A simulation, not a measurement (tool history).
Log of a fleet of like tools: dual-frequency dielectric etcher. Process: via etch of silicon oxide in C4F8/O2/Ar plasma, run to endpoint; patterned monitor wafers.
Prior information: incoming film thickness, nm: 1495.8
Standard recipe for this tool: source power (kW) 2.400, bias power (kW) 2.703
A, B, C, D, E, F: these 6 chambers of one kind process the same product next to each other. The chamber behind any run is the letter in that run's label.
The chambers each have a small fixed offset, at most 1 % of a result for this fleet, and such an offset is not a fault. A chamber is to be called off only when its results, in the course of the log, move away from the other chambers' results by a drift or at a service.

run   hour  source power (kW)  bias power (kW)  hours since the last wet clean  hours since the last source power generator calibration  hours since the last bias power generator calibration  endpoint time (s)
 1D    4.8              2.400            2.703                           191.9                                                   1037.2                                                 2118.0             249.19
       9.7  -- chamber E: wet clean of the chamber
 2F   11.5              2.400            2.703                           230.1                                                   2602.5                                                 3353.8             252.68
 3E   15.9              2.400            2.703                             6.3                                                    326.9                                                  796.3             250.17
 4B   19.1              2.400            2.703                            61.2                                                    618.5                                                  822.1             249.58
 5A   23.8              2.400            2.703                            87.5                                                    241.5                                                 2252.0             257.64
 6C   27.1              2.400            2.703                           317.6                                                   1071.3                                                 3198.3             250.66
 7D   33.2              2.400            2.703                           220.3                                                   1065.6                                                 2146.4             250.32
 8A   36.9              2.400            2.703                           100.6                                                    254.6                                                 2265.1             250.78
      40.4  -- chamber C: wet clean of the chamber
 9F   41.8              2.400            2.703                           260.4                                                   2632.8                                                 3384.1             248.68
10B   45.6              2.400            2.703                            87.7                                                    645.0                                                  848.6             247.70
11E   49.0              2.400            2.703                            39.4                                                    360.0                                                  829.4             248.33
12C   53.2              2.400            2.703                            12.9                                                   1097.4                                                 3224.4             253.15
13F   59.5              2.170            2.222                           278.1                                                   2650.5                                                 3401.8             277.63
14D   63.5              2.170            2.222                           250.6                                                   1095.9                                                 2176.7             275.59
15A   69.8              2.170            2.222                           133.5                                                    287.5                                                 2298.0             280.03
16C   75.1              2.170            2.222                            34.8                                                   1119.3                                                 3246.3             274.80
17B   80.9              2.170            2.222                           123.0                                                    680.3                                                  883.9             274.50
18E   84.6              2.170            2.222                            75.0                                                    395.6                                                  865.0             274.56
19F   89.9              2.400            2.703                           308.5                                                   2680.9                                                 3432.2             250.53
20B   95.9              2.400            2.703                           138.0                                                    695.3                                                  898.9             247.98
21C  100.3              2.400            2.703                            60.0                                                   1144.5                                                 3271.5             251.57
22A  103.6              2.400            2.703                           167.3                                                    321.3                                                 2331.8             253.02
23E  106.9              2.400            2.703                            97.3                                                    417.9                                                  887.3             248.43
24D  110.6              2.400            2.703                           297.7                                                   1143.0                                                 2223.8             252.26
25E  115.2              2.850            2.950                           105.6                                                    426.2                                                  895.6             225.53
26C  121.0              2.850            2.950                            80.7                                                   1165.2                                                 3292.2             229.04
27A  126.7              2.850            2.950                           190.4                                                    344.4                                                 2354.9             231.41
28F  133.2              2.850            2.950                           351.8                                                   2724.2                                                 3475.5             228.33
29D  137.8              2.850            2.950                           324.9                                                   1170.2                                                 2251.0             228.66
30B  143.5              2.850            2.950                           185.6                                                    742.9                                                  946.5             227.27
31C  147.4              2.400            2.703                           107.1                                                   1191.6                                                 3318.6             250.99
32F  153.2              2.400            2.703                           371.8                                                   2744.2                                                 3495.5             248.59
33D  157.0              2.660            2.331                           344.1                                                   1189.4                                                 2270.2             251.87
34A  160.4              2.660            2.331                           224.1                                                    378.1                                                 2388.6             253.02
35E  164.1              2.660            2.331                           154.5                                                    475.1                                                  944.5             249.62
36B  169.7              2.660            2.331                           211.8                                                    769.1                                                  972.7             248.62
37F  175.1              2.660            2.331                           393.7                                                   2766.1                                                 3517.4             250.30

All 6 chambers run these settings next. Forecast each chamber's results:
38A  180.0              2.400            2.703                                                                                                                                                                  ?
38B  180.0              2.400            2.703                                                                                                                                                                  ?
38C  180.0              2.400            2.703                                                                                                                                                                  ?
38D  180.0              2.400            2.703                                                                                                                                                                  ?
38E  180.0              2.400            2.703                                                                                                                                                                  ?
38F  180.0              2.400            2.703                                                                                                                                                                  ?

run  endpoint time (s)
38A             254.84
38B             250.14
38C             254.83
38D             250.09
38E             248.85
38F             250.55
